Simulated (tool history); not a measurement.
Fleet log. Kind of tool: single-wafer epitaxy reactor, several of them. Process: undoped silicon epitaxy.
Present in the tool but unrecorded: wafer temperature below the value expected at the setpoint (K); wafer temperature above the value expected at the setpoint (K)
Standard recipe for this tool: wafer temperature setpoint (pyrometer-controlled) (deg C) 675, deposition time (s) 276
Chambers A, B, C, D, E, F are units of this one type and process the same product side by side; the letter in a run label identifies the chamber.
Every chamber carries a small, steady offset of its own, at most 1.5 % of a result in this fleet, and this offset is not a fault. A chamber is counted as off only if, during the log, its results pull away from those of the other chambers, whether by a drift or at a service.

run,day,wafer temperature setpoint (pyrometer-controlled) (deg C),deposition time (s),hours since the last pyrometer calibration,"read-back reference wafer on the same gauge, thickness_nm",mean film thickness on the monitor wafer (nm)
1B,0.408,675,276,2168.8,78.801,78.339
# day 0.671: chamber B: pyrometer calibrated
2D,0.792,675,276,2497.6,78.794,78.945
3A,1.129,675,276,1014.4,78.772,78.727
4E,1.525,675,276,38.5,78.781,78.698
5F,1.879,675,276,1769.9,78.761,79.556
6C,2.25,675,276,1918.1,78.735,78.926
7E,2.7,675,276,66.7,78.763,78.572
8C,3.05,675,276,1937.3,78.688,78.711
9A,3.304,675,276,1066.6,78.709,78.763
10B,3.788,675,276,74.8,78.702,78.485
11F,4.142,661,328,1824.2,78.709,70.27
12D,4.508,661,328,2586.8,78.683,69.619
13F,4.979,661,328,1844.3,78.67,70.309
# day 5.017: chamber F: pyrometer calibrated
14C,5.225,661,328,1989.5,78.673,70.078
15A,5.442,661,328,1117.9,78.674,70.161
16E,5.675,661,328,138.1,78.654,69.688
17D,6.129,675,276,2625.7,78.664,78.721
18B,6.621,675,276,142.8,78.637,78.417
19D,6.838,675,276,2642.7,78.624,78.753
20E,7.212,675,276,175,78.631,78.421
21F,7.679,675,276,63.9,78.616,79.433
22C,8.021,675,276,2056.6,78.613,78.711
23A,8.442,675,276,1189.9,78.617,78.835
24B,8.771,675,276,194.4,78.605,78.409
25F,9.246,675,276,101.5,78.571,79.347
26E,9.546,675,276,231,78.563,78.42
27A,9.838,675,276,1223.4,78.551,78.699
28B,10.221,675,227,229.2,78.55,64.4
29C,10.708,675,227,2121.1,78.535,64.657
30D,11.088,675,227,2744.7,78.557,64.697
31F,11.383,675,227,152.8,78.519,65.268
# day 11.808: chamber D: pyrometer calibrated
32A,11.808,675,227,1270.7,78.521,64.753
33C,12.108,675,227,2154.7,78.495,64.631
34B,12.371,683,232,280.8,78.492,77.202
35E,12.821,683,232,309.6,78.465,77.484
36D,13.054,683,232,30,78.486,78.039
37D,13.442,683,232,39.3,78.46,78.17
38E,13.842,683,232,334.1,78.463,77.35
39C,14.208,683,232,2205.1,78.437,77.61

Next, every chamber runs the same settings. What will each give?
40A,14.567,675,276,,,?
40B,14.567,675,276,,,?
40C,14.567,675,276,,,?
40D,14.567,675,276,,,?
40E,14.567,675,276,,,?
40F,14.567,675,276,,,?

run,mean film thickness on the monitor wafer (nm)
40A,78.493
40B,78.266
40C,78.664
40D,78.561
40E,78.269
40F,79.282

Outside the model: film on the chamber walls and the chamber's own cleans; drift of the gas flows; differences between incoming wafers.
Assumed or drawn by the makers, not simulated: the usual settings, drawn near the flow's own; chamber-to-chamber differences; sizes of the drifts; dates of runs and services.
